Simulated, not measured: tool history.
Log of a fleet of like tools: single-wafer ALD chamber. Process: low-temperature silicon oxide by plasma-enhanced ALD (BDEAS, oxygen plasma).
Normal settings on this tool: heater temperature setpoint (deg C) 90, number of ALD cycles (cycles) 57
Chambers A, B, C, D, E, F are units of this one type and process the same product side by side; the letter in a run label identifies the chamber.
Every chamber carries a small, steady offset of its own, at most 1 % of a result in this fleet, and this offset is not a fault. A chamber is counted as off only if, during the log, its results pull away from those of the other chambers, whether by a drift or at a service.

| run | hour | heater temperature setpoint (deg C) | number of ALD cycles (cycles) | hours since the last thermocouple change | read-back reference wafer on the same gauge, thickness_nm | mean film thickness on the monitor wafer (Å) |
|---|---|---|---|---|---|---|
| 1A | 7.8 | 90 | 57 | 1472.2 | 9.0511 | 84.117 |
| 2C | 18.0 | 90 | 57 | 1346.2 | 9.0512 | 84.878 |
| 3E | 27.6 | 90 | 57 | 51.8 | 9.0541 | 84.955 |
| 4F | 34.2 | 90 | 57 | 1718.8 | 9.0537 | 84.414 |
| 5D | 40.9 | 90 | 57 | 615.2 | 9.0541 | 84.963 |
| 6B | 50.7 | 90 | 57 | 313.1 | 9.0561 | 84.699 |
| 7B | 57.3 | 90 | 57 | 319.7 | 9.0567 | 84.581 |
| 8E | 68.4 | 90 | 57 | 92.6 | 9.0566 | 85.034 |
| 9F | 78.8 | 90 | 57 | 1763.4 | 9.0588 | 84.506 |
| 10D | 83.7 | 90 | 57 | 658.0 | 9.0588 | 84.994 |
| 11C | 92.7 | 90 | 57 | 1420.9 | 9.0610 | 84.940 |
| 12A | 101.6 | 101 | 61 | 1566.0 | 9.0620 | 86.975 |
| 13E | 106.7 | 101 | 61 | 130.9 | 9.0618 | 87.759 |
| 14D | 117.6 | 101 | 61 | 691.9 | 9.0635 | 87.541 |
| 15A | 127.9 | 101 | 61 | 1592.3 | 9.0634 | 86.965 |
| 16B | 139.0 | 101 | 61 | 401.4 | 9.0650 | 87.378 |
| 17C | 148.3 | 101 | 61 | 1476.5 | 9.0680 | 87.689 |
| 18F | 154.9 | 90 | 57 | 1839.5 | 9.0662 | 84.685 |
| 19E | 161.1 | 90 | 57 | 185.3 | 9.0649 | 85.287 |
| 20F | 169.5 | 90 | 57 | 1854.1 | 9.0664 | 84.646 |
| 21A | 175.4 | 90 | 57 | 1639.8 | 9.0672 | 84.363 |
| 22D | 182.5 | 90 | 57 | 756.8 | 9.0695 | 85.291 |
| 23B | 190.8 | 90 | 57 | 453.2 | 9.0663 | 84.674 |
| 24C | 201.6 | 90 | 57 | 1529.8 | 9.0696 | 85.211 |
| 25D | 212.4 | 90 | 65 | 786.7 | 9.0735 | 96.978 |
| 26A | 222.2 | 90 | 65 | 1686.6 | 9.0717 | 96.251 |
| 27C | 228.4 | 90 | 65 | 1556.6 | 9.0733 | 97.155 |
| 28F | 239.5 | 90 | 65 | 1924.1 | 9.0730 | 96.488 |
| 29E | 246.6 | 90 | 65 | 270.8 | 9.0736 | 97.186 |
| 30B | 254.4 | 90 | 65 | 516.8 | 9.0754 | 96.530 |
| 31E | 260.5 | 90 | 57 | 284.7 | 9.0780 | 85.149 |
| 32C | 270.1 | 96 | 53 | 1598.3 | 9.0776 | 77.597 |
| 33B | 276.7 | 96 | 53 | 539.1 | 9.0790 | 77.108 |
| 34D | 285.0 | 96 | 53 | 859.3 | 9.0777 | 77.628 |
| 35A | 293.9 | 96 | 53 | 1758.3 | 9.0810 | 76.976 |
| 36F | 299.0 | 96 | 53 | 1983.6 | 9.0808 | 77.093 |
| 37E | 308.9 | 96 | 53 | 333.1 | 9.0802 | 77.743 |
| 38B | 317.6 | 90 | 57 | 580.0 | 9.0838 | 84.639 |
| 39A | 326.4 | 90 | 57 | 1790.8 | 9.0837 | 84.553 |
| 40F | 333.9 | 90 | 57 | 2018.5 | 9.0847 | 84.677 |
| 41D | 339.5 | 103 | 57 | 913.8 | 9.0846 | 81.899 |
| 42C | 348.2 | 103 | 57 | 1676.4 | 9.0863 | 81.874 |
| 43D | 356.2 | 103 | 57 | 930.5 | 9.0874 | 81.824 |
| 44C | 364.4 | 103 | 57 | 1692.6 | 9.0884 | 81.917 |

Read the log: is a single chamber off, either drifting away or since a service, is the gauge that measures every chamber drifting, or is nothing wrong beyond small per-chamber offsets? Name any odd chamber and what most likely caused it.

It is the gauge, not a chamber: its drift shows up in every chamber's results at once, and no chamber is off.
Most likely cause: gauge reads high (%) = 0.42.

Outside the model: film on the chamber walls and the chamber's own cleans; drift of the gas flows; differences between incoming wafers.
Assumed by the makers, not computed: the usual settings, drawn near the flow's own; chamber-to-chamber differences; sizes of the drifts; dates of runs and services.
